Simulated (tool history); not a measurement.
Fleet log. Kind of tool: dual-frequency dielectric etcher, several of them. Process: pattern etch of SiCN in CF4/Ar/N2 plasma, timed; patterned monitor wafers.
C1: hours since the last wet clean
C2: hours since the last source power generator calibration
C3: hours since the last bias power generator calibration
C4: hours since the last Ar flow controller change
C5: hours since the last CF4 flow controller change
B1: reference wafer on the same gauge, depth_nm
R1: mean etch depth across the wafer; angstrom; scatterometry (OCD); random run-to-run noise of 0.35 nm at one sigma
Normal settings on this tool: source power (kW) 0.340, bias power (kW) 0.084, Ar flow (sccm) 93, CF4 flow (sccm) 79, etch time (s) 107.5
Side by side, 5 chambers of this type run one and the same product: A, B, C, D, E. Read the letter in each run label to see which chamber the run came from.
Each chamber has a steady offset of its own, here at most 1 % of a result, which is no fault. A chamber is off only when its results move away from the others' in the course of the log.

run 1B hour=3.2 | source_power_(kW)=0.340 bias_power_(kW)=0.084 Ar_flow_(sccm)=93 CF4_flow_(sccm)=79 etch_time_(s)=107.5 | C1=111.4 C2=491.5 C3=538.3 C4=2640.5 C5=198.2 | B1=62.914 | R1=784.91
run 2A hour=6.1 | source_power_(kW)=0.340 bias_power_(kW)=0.084 Ar_flow_(sccm)=93 CF4_flow_(sccm)=79 etch_time_(s)=107.5 | C1=276.6 C2=4348.2 C3=797.0 C4=1458.8 C5=587.3 | B1=62.851 | R1=789.19
run 3C hour=9.6 | source_power_(kW)=0.340 bias_power_(kW)=0.084 Ar_flow_(sccm)=93 CF4_flow_(sccm)=79 etch_time_(s)=107.5 | C1=404.9 C2=493.5 C3=2757.5 C4=2171.5 C5=3407.0 | B1=62.910 | R1=787.94
run 4E hour=14.4 | source_power_(kW)=0.340 bias_power_(kW)=0.084 Ar_flow_(sccm)=93 CF4_flow_(sccm)=79 etch_time_(s)=107.5 | C1=492.9 C2=433.2 C3=424.0 C4=893.6 C5=120.0 | B1=62.941 | R1=794.87
run 5D hour=18.3 | source_power_(kW)=0.340 bias_power_(kW)=0.084 Ar_flow_(sccm)=93 CF4_flow_(sccm)=79 etch_time_(s)=107.5 | C1=25.5 C2=1213.6 C3=1684.2 C4=628.6 C5=714.8 | B1=62.929 | R1=777.28
run 6C hour=21.0 | source_power_(kW)=0.340 bias_power_(kW)=0.084 Ar_flow_(sccm)=93 CF4_flow_(sccm)=79 etch_time_(s)=107.5 | C1=416.3 C2=504.9 C3=2768.9 C4=2182.9 C5=3418.4 | B1=62.918 | R1=791.21
run 7A hour=25.1 | source_power_(kW)=0.340 bias_power_(kW)=0.084 Ar_flow_(sccm)=93 CF4_flow_(sccm)=79 etch_time_(s)=107.5 | C1=295.6 C2=4367.2 C3=816.0 C4=1477.8 C5=606.3 | B1=62.949 | R1=790.18
-- hour=25.9 chamber A: source power generator calibrated
run 8B hour=28.5 | source_power_(kW)=0.410 bias_power_(kW)=0.084 Ar_flow_(sccm)=93 CF4_flow_(sccm)=79 etch_time_(s)=107.5 | C1=136.7 C2=516.8 C3=563.6 C4=2665.8 C5=223.5 | B1=62.859 | R1=918.78
run 9E hour=32.6 | source_power_(kW)=0.410 bias_power_(kW)=0.084 Ar_flow_(sccm)=93 CF4_flow_(sccm)=79 etch_time_(s)=107.5 | C1=511.1 C2=451.4 C3=442.2 C4=911.8 C5=138.2 | B1=62.975 | R1=935.70
run 10D hour=35.6 | source_power_(kW)=0.410 bias_power_(kW)=0.084 Ar_flow_(sccm)=93 CF4_flow_(sccm)=79 etch_time_(s)=107.5 | C1=42.8 C2=1230.9 C3=1701.5 C4=645.9 C5=732.1 | B1=62.929 | R1=926.50
run 11B hour=39.5 | source_power_(kW)=0.410 bias_power_(kW)=0.084 Ar_flow_(sccm)=93 CF4_flow_(sccm)=79 etch_time_(s)=107.5 | C1=147.7 C2=527.8 C3=574.6 C4=2676.8 C5=234.5 | B1=62.932 | R1=922.90
run 12D hour=43.2 | source_power_(kW)=0.410 bias_power_(kW)=0.084 Ar_flow_(sccm)=93 CF4_flow_(sccm)=79 etch_time_(s)=107.5 | C1=50.4 C2=1238.5 C3=1709.1 C4=653.5 C5=739.7 | B1=62.903 | R1=930.54
run 13A hour=45.9 | source_power_(kW)=0.340 bias_power_(kW)=0.084 Ar_flow_(sccm)=93 CF4_flow_(sccm)=79 etch_time_(s)=107.5 | C1=316.4 C2=20.0 C3=836.8 C4=1498.6 C5=627.1 | B1=62.938 | R1=794.36
run 14C hour=49.8 | source_power_(kW)=0.340 bias_power_(kW)=0.084 Ar_flow_(sccm)=93 CF4_flow_(sccm)=79 etch_time_(s)=107.5 | C1=445.1 C2=533.7 C3=2797.7 C4=2211.7 C5=3447.2 | B1=62.911 | R1=783.23
run 15E hour=53.3 | source_power_(kW)=0.340 bias_power_(kW)=0.084 Ar_flow_(sccm)=93 CF4_flow_(sccm)=79 etch_time_(s)=107.5 | C1=531.8 C2=472.1 C3=462.9 C4=932.5 C5=158.9 | B1=62.885 | R1=790.50
run 16C hour=58.1 | source_power_(kW)=0.340 bias_power_(kW)=0.084 Ar_flow_(sccm)=93 CF4_flow_(sccm)=79 etch_time_(s)=107.5 | C1=453.4 C2=542.0 C3=2806.0 C4=2220.0 C5=3455.5 | B1=62.866 | R1=786.63
run 17B hour=62.5 | source_power_(kW)=0.340 bias_power_(kW)=0.084 Ar_flow_(sccm)=93 CF4_flow_(sccm)=79 etch_time_(s)=107.5 | C1=170.7 C2=550.8 C3=597.6 C4=2699.8 C5=257.5 | B1=62.888 | R1=779.03
run 18A hour=65.1 | source_power_(kW)=0.340 bias_power_(kW)=0.084 Ar_flow_(sccm)=74 CF4_flow_(sccm)=79 etch_time_(s)=107.5 | C1=335.6 C2=39.2 C3=856.0 C4=1517.8 C5=646.3 | B1=62.939 | R1=813.23
run 19E hour=70.0 | source_power_(kW)=0.340 bias_power_(kW)=0.084 Ar_flow_(sccm)=74 CF4_flow_(sccm)=79 etch_time_(s)=107.5 | C1=548.5 C2=488.8 C3=479.6 C4=949.2 C5=175.6 | B1=62.935 | R1=811.38
run 20D hour=73.0 | source_power_(kW)=0.340 bias_power_(kW)=0.084 Ar_flow_(sccm)=74 CF4_flow_(sccm)=79 etch_time_(s)=107.5 | C1=80.2 C2=1268.3 C3=1738.9 C4=683.3 C5=769.5 | B1=62.908 | R1=807.15
-- hour=75.7 chamber C: wet clean of the chamber
run 21C hour=78.4 | source_power_(kW)=0.340 bias_power_(kW)=0.084 Ar_flow_(sccm)=74 CF4_flow_(sccm)=79 etch_time_(s)=107.5 | C1=2.7 C2=562.3 C3=2826.3 C4=2240.3 C5=3475.8 | B1=62.871 | R1=774.72
run 22E hour=82.4 | source_power_(kW)=0.340 bias_power_(kW)=0.084 Ar_flow_(sccm)=74 CF4_flow_(sccm)=79 etch_time_(s)=107.5 | C1=560.9 C2=501.2 C3=492.0 C4=961.6 C5=188.0 | B1=62.882 | R1=814.97
-- hour=86.4 chamber E: wet clean of the chamber
run 23A hour=87.0 | source_power_(kW)=0.340 bias_power_(kW)=0.084 Ar_flow_(sccm)=93 CF4_flow_(sccm)=79 etch_time_(s)=107.5 | C1=357.5 C2=61.1 C3=877.9 C4=1539.7 C5=668.2 | B1=62.860 | R1=790.78
run 24B hour=90.7 | source_power_(kW)=0.340 bias_power_(kW)=0.084 Ar_flow_(sccm)=93 CF4_flow_(sccm)=79 etch_time_(s)=107.5 | C1=198.9 C2=579.0 C3=625.8 C4=2728.0 C5=285.7 | B1=62.886 | R1=782.63
run 25D hour=95.3 | source_power_(kW)=0.340 bias_power_(kW)=0.084 Ar_flow_(sccm)=93 CF4_flow_(sccm)=79 etch_time_(s)=107.5 | C1=102.5 C2=1290.6 C3=1761.2 C4=705.6 C5=791.8 | B1=62.831 | R1=785.72
run 26A hour=100.0 | source_power_(kW)=0.340 bias_power_(kW)=0.084 Ar_flow_(sccm)=93 CF4_flow_(sccm)=79 etch_time_(s)=107.5 | C1=370.5 C2=74.1 C3=890.9 C4=1552.7 C5=681.2 | B1=62.872 | R1=789.40
run 27D hour=102.6 | source_power_(kW)=0.340 bias_power_(kW)=0.084 Ar_flow_(sccm)=93 CF4_flow_(sccm)=79 etch_time_(s)=107.5 | C1=109.8 C2=1297.9 C3=1768.5 C4=712.9 C5=799.1 | B1=62.987 | R1=783.15
run 28E hour=106.7 | source_power_(kW)=0.390 bias_power_(kW)=0.084 Ar_flow_(sccm)=93 CF4_flow_(sccm)=64 etch_time_(s)=107.5 | C1=20.3 C2=525.5 C3=516.3 C4=985.9 C5=212.3 | B1=62.877 | R1=870.11
run 29B hour=109.7 | source_power_(kW)=0.390 bias_power_(kW)=0.084 Ar_flow_(sccm)=93 CF4_flow_(sccm)=64 etch_time_(s)=107.5 | C1=217.9 C2=598.0 C3=644.8 C4=2747.0 C5=304.7 | B1=62.882 | R1=859.95
run 30C hour=114.9 | source_power_(kW)=0.390 bias_power_(kW)=0.084 Ar_flow_(sccm)=93 CF4_flow_(sccm)=64 etch_time_(s)=107.5 | C1=39.2 C2=598.8 C3=2862.8 C4=2276.8 C5=3512.3 | B1=62.859 | R1=825.71
run 31C hour=118.9 | source_power_(kW)=0.390 bias_power_(kW)=0.084 Ar_flow_(sccm)=93 CF4_flow_(sccm)=64 etch_time_(s)=107.5 | C1=43.2 C2=602.8 C3=2866.8 C4=2280.8 C5=3516.3 | B1=62.912 | R1=819.25
run 32B hour=122.4 | source_power_(kW)=0.390 bias_power_(kW)=0.084 Ar_flow_(sccm)=93 CF4_flow_(sccm)=64 etch_time_(s)=107.5 | C1=230.6 C2=610.7 C3=657.5 C4=2759.7 C5=317.4 | B1=62.920 | R1=854.56
run 33A hour=126.0 | source_power_(kW)=0.340 bias_power_(kW)=0.099 Ar_flow_(sccm)=111 CF4_flow_(sccm)=79 etch_time_(s)=107.5 | C1=396.5 C2=100.1 C3=916.9 C4=1578.7 C5=707.2 | B1=62.925 | R1=816.54
run 34D hour=129.1 | source_power_(kW)=0.340 bias_power_(kW)=0.099 Ar_flow_(sccm)=111 CF4_flow_(sccm)=79 etch_time_(s)=107.5 | C1=136.3 C2=1324.4 C3=1795.0 C4=739.4 C5=825.6 | B1=62.960 | R1=819.52
run 35E hour=132.1 | source_power_(kW)=0.340 bias_power_(kW)=0.099 Ar_flow_(sccm)=111 CF4_flow_(sccm)=79 etch_time_(s)=107.5 | C1=45.7 C2=550.9 C3=541.7 C4=1011.3 C5=237.7 | B1=62.922 | R1=816.06
run 36B hour=135.3 | source_power_(kW)=0.340 bias_power_(kW)=0.099 Ar_flow_(sccm)=111 CF4_flow_(sccm)=79 etch_time_(s)=107.5 | C1=243.5 C2=623.6 C3=670.4 C4=2772.6 C5=330.3 | B1=62.898 | R1=815.36
run 37D hour=139.0 | source_power_(kW)=0.340 bias_power_(kW)=0.099 Ar_flow_(sccm)=111 CF4_flow_(sccm)=79 etch_time_(s)=107.5 | C1=146.2 C2=1334.3 C3=1804.9 C4=749.3 C5=835.5 | B1=62.837 | R1=807.00
run 38C hour=142.5 | source_power_(kW)=0.340 bias_power_(kW)=0.084 Ar_flow_(sccm)=93 CF4_flow_(sccm)=79 etch_time_(s)=107.5 | C1=66.8 C2=626.4 C3=2890.4 C4=2304.4 C5=3539.9 | B1=62.951 | R1=755.24
run 39A hour=145.8 | source_power_(kW)=0.340 bias_power_(kW)=0.084 Ar_flow_(sccm)=93 CF4_flow_(sccm)=79 etch_time_(s)=107.5 | C1=416.3 C2=119.9 C3=936.7 C4=1598.5 C5=727.0 | B1=62.817 | R1=787.49
run 40E hour=149.3 | source_power_(kW)=0.340 bias_power_(kW)=0.084 Ar_flow_(sccm)=93 CF4_flow_(sccm)=79 etch_time_(s)=107.5 | C1=62.9 C2=568.1 C3=558.9 C4=1028.5 C5=254.9 | B1=63.005 | R1=791.00
run 41D hour=153.3 | source_power_(kW)=0.340 bias_power_(kW)=0.084 Ar_flow_(sccm)=93 CF4_flow_(sccm)=79 etch_time_(s)=107.5 | C1=160.5 C2=1348.6 C3=1819.2 C4=763.6 C5=849.8 | B1=62.953 | R1=781.91
run 42B hour=158.6 | source_power_(kW)=0.340 bias_power_(kW)=0.084 Ar_flow_(sccm)=93 CF4_flow_(sccm)=79 etch_time_(s)=107.5 | C1=266.8 C2=646.9 C3=693.7 C4=2795.9 C5=353.6 | B1=62.955 | R1=779.95

Is one chamber out of step, is the gauge drifting, or do the chambers differ by no more than their own small offsets? For an off chamber, give its letter and the likeliest cause.

A service left chamber C off against the others.
Cause: etch rate under this chamber's usual, % = 4.72.

Below are 4 candidate recipes for chamber C's next run, each the usual settings with a change, their results shown as question marks. Which of them brings C's results back in line with what the other chambers give on the usual settings?
Counts as in line when no further than this from what the other chambers average on the usual settings: R1 12.00 angstrom
run 43C-1 hour=162.5 | source_power_(kW)=0.340 bias_power_(kW)=0.095 Ar_flow_(sccm)=93 CF4_flow_(sccm)=79 etch_time_(s)=107.5 | R1=?
run 43C-2 hour=162.5 | source_power_(kW)=0.340 bias_power_(kW)=0.083 Ar_flow_(sccm)=93 CF4_flow_(sccm)=79 etch_time_(s)=103.0 | R1=?
run 43C-3 hour=162.5 | source_power_(kW)=0.340 bias_power_(kW)=0.084 Ar_flow_(sccm)=93 CF4_flow_(sccm)=79 etch_time_(s)=109.5 | R1=?
run 43C-4 hour=162.5 | source_power_(kW)=0.340 bias_power_(kW)=0.080 Ar_flow_(sccm)=93 CF4_flow_(sccm)=78 etch_time_(s)=107.5 | R1=?

Average result of the remaining chambers running the usual settings: R1 786.47 angstrom
run=43C-1 R1=783.01
run=43C-2 R1=714.31
run=43C-3 R1=762.67
run=43C-4 R1=734.52
With 43C-1, the chamber falls back in line with the rest.
